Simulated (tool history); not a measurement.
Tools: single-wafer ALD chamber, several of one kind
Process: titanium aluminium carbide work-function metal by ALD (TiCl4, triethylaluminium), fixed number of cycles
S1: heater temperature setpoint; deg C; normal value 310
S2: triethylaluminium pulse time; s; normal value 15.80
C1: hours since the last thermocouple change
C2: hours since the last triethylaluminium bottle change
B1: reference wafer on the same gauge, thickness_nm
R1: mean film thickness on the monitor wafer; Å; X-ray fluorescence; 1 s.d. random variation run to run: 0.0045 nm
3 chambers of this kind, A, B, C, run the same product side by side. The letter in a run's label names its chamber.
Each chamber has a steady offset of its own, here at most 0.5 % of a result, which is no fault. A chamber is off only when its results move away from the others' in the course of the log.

Run 1B, hour 5.1: usual settings; C1 1242.0; C2 1163.0; B1 1.7595. Result: R1 21.544 Å.
Run 2A, hour 13.5: usual settings; C1 1076.2; C2 70.0; B1 1.7593. Result: R1 21.406 Å.
Run 3C, hour 22.8: usual settings; C1 394.5; C2 478.6; B1 1.7601. Result: R1 21.524 Å.
Run 4B, hour 29.3: usual settings; C1 1266.2; C2 1187.2; B1 1.7610. Result: R1 21.433 Å.
Run 5A, hour 35.2: usual settings; C1 1097.9; C2 91.7; B1 1.7603. Result: R1 21.334 Å.
Run 6C, hour 45.4: usual settings; C1 417.1; C2 501.2; B1 1.7600. Result: R1 21.458 Å.
Run 7B, hour 55.1: usual settings; C1 1292.0; C2 1213.0; B1 1.7599. Result: R1 21.430 Å.
Run 8A, hour 60.0: usual settings; C1 1122.7; C2 116.5; B1 1.7601. Result: R1 21.323 Å.
At hour 61.1: chamber B: triethylaluminium bottle replaced.
Run 9C, hour 65.9: usual settings but S1 315 deg C, S2 10.69 s; C1 437.6; C2 521.7; B1 1.7608. Result: R1 21.412 Å.
Run 10C, hour 71.6: usual settings but S1 315 deg C, S2 10.69 s; C1 443.3; C2 527.4; B1 1.7605. Result: R1 21.396 Å.
Run 11A, hour 82.0: usual settings but S1 315 deg C, S2 10.69 s; C1 1144.7; C2 138.5; B1 1.7598. Result: R1 21.178 Å.
Run 12B, hour 92.4: usual settings; C1 1329.3; C2 31.3; B1 1.7602. Result: R1 21.502 Å.
Run 13A, hour 100.3: usual settings; C1 1163.0; C2 156.8; B1 1.7597. Result: R1 21.131 Å.
Run 14B, hour 106.5: usual settings; C1 1343.4; C2 45.4; B1 1.7603. Result: R1 21.485 Å.
Run 15C, hour 114.2: usual settings; C1 485.9; C2 570.0; B1 1.7601. Result: R1 21.520 Å.
Run 16A, hour 118.9: usual settings; C1 1181.6; C2 175.4; B1 1.7604. Result: R1 20.975 Å.
Run 17C, hour 128.7: usual settings; C1 500.4; C2 584.5; B1 1.7604. Result: R1 21.530 Å.
Run 18B, hour 134.4: usual settings; C1 1371.3; C2 73.3; B1 1.7602. Result: R1 21.517 Å.
Run 19A, hour 144.0: usual settings; C1 1206.7; C2 200.5; B1 1.7607. Result: R1 20.963 Å.
Run 20B, hour 151.5: usual settings but S1 320 deg C, S2 11.95 s; C1 1388.4; C2 90.4; B1 1.7606. Result: R1 22.114 Å.

Does one chamber stand apart from the rest, does the shared gauge drift, or is all well apart from small per-chamber offsets? Give the chamber and the most likely cause, where there is one.

It is chamber A that slowly wanders off from its peers.
Cause: wafer temperature below the value expected at the setpoint (K) = 5.82.
With only this log, it may be confused with: triethylaluminium dose below that of a fresh bottle (%).

Which of the 4 candidates below, each the usual settings with something changed and its results left as question marks, puts chamber A back in line with what the other chambers give on the usual settings?
Counts as in line when no further than this from what the other chambers average on the usual settings: R1 0.170 Å
Run 21A-1, hour 159.4: usual settings but S1 303 deg C, S2 15.27 s. Result: R1 ?.
Run 21A-2, hour 159.4: usual settings but S1 306 deg C. Result: R1 ?.
Run 21A-3, hour 159.4: usual settings but S1 317 deg C, S2 16.33 s. Result: R1 ?.
Run 21A-4, hour 159.4: usual settings but S1 314 deg C, S2 16.07 s. Result: R1 ?.

Average result of the remaining chambers running the usual settings: R1 21.466 Å
  run      R1
21A-1  20.203
21A-2  20.486
21A-3  21.476
21A-4  21.202
Change 21A-3 lands the chamber within the allowed miss of the other chambers.
